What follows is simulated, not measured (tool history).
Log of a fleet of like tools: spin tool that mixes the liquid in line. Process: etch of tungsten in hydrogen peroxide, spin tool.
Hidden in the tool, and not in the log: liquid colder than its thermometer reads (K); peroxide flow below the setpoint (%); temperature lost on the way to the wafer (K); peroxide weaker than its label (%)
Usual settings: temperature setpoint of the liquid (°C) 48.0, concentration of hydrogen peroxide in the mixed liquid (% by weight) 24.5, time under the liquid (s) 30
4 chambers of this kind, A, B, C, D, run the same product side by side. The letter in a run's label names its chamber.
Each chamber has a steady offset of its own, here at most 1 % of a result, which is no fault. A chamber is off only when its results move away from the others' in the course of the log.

run	hour	temperature setpoint of the liquid (°C)	concentration of hydrogen peroxide in the mixed liquid (% by weight)	time under the liquid (s)	hours since the thermometer was replaced	hours since the peroxide flow meter was replaced	hours since the heated supply line was repaired	hours since the drum of peroxide was connected	read-back film thickness of the tungsten reference wafer, read on the same gauge (nm)	thickness taken off the tungsten on a monitor wafer (Å)
# hour 2.3: chamber B: thermometer replaced
1D	7.5	48.0	24.5	30	710.2	100.4	2536.7	169.6	120.01	426.11
2C	13.9	48.0	24.5	30	406.6	615.5	1368.3	815.0	119.99	425.66
3A	25.2	48.0	24.5	30	90.2	784.8	56.2	483.3	120.01	426.56
4B	33.1	48.0	24.5	30	30.9	124.7	469.6	188.3	120.03	425.44
5C	39.2	48.0	24.5	30	431.9	640.8	1393.6	840.3	119.99	424.48
6D	49.8	48.0	24.5	30	752.5	142.7	2579.0	211.9	120.02	426.06
7B	56.4	48.0	24.5	30	54.2	148.0	492.9	211.6	119.98	424.67
8A	67.4	48.0	24.5	30	132.4	827.0	98.4	525.5	120.02	424.09
9A	79.9	44.5	24.5	45	144.9	839.5	110.9	538.0	120.00	511.48
10C	91.6	44.5	24.5	45	484.3	693.2	1446.0	892.7	120.00	506.55
11D	103.3	44.5	24.5	45	806.0	196.2	2632.5	265.4	120.03	517.01
12B	115.0	44.5	24.5	45	112.8	206.6	551.5	270.2	119.98	509.52
13C	120.9	53.5	24.5	40	513.6	722.5	1475.3	922.0	120.01	793.43
14B	126.9	53.5	24.5	40	124.7	218.5	563.4	282.1	120.03	799.51
# hour 131.7: chamber C: new drum of peroxide connected
15D	135.4	53.5	24.5	40	838.1	228.3	2664.6	297.5	119.99	789.09
16A	145.3	53.5	24.5	40	210.3	904.9	176.3	603.4	119.97	778.24
17C	157.2	48.0	30.0	30	549.9	758.8	1511.6	25.6	120.02	470.21
# hour 162.4: chamber D: new drum of peroxide connected
18A	167.1	48.0	30.0	30	232.1	926.7	198.1	625.2	119.98	461.82
19D	178.8	48.0	30.0	30	881.5	271.7	2708.0	16.4	120.01	470.42
20B	185.3	48.0	30.0	30	183.1	276.9	621.8	340.5	119.99	469.41
21A	191.3	48.0	24.5	30	256.3	950.9	222.3	649.4	119.97	415.82
22C	198.7	48.0	24.5	30	591.4	800.3	1553.1	67.1	119.97	419.69
23B	206.8	48.0	24.5	30	204.6	298.4	643.3	362.0	120.02	426.19
24D	217.3	48.0	24.5	30	920.0	310.2	2746.5	54.9	120.01	426.39
25C	225.3	54.0	24.5	30	618.0	826.9	1579.7	93.7	120.01	613.47
26D	237.6	54.0	24.5	30	940.3	330.5	2766.8	75.2	120.00	606.67
27B	249.4	54.0	24.5	30	247.2	341.0	685.9	404.6	119.98	614.84
# hour 258.0: chamber B: new drum of peroxide connected
28A	260.1	54.0	24.5	30	325.1	1019.7	291.1	718.2	119.99	583.71
29A	270.2	40.5	24.5	30	335.2	1029.8	301.2	728.3	119.99	253.20
30D	277.8	40.5	24.5	30	980.5	370.7	2807.0	115.4	119.97	265.24
31B	283.8	40.5	24.5	30	281.6	375.4	720.3	25.9	119.99	264.12

Is one chamber off against the others, does the gauge drift, or is nothing wrong? If a chamber is off, say which, and what the likeliest cause is.

Chamber A drifts away from the others.
Cause: peroxide flow below the setpoint (%) = 9.7.
The log may not tell that from: liquid colder than its thermometer reads (K); temperature lost on the way to the wafer (K); peroxide weaker than its label (%).

Here are 4 candidates for chamber A's next run, each the usual settings with a change, their results left as question marks. Which one brings its results back in line with what the others give on the usual settings?
In line means no further than this from the other chambers' mean on the usual settings: thickness taken off the tungsten on a monitor wafer (Å) 5.50
32A-1	292.8	48.0	23.5	30						?
32A-2	292.8	48.0	22.5	30						?
32A-3	292.8	48.0	25.5	30						?
32A-4	292.8	48.0	27.0	30						?

The other chambers' mean on the usual settings: thickness taken off the tungsten on a monitor wafer (Å) 424.47
run	thickness taken off the tungsten on a monitor wafer (Å)
32A-1	397.54
32A-2	389.03
32A-3	414.04
32A-4	426.00
32A-4 brings the chamber back in line.
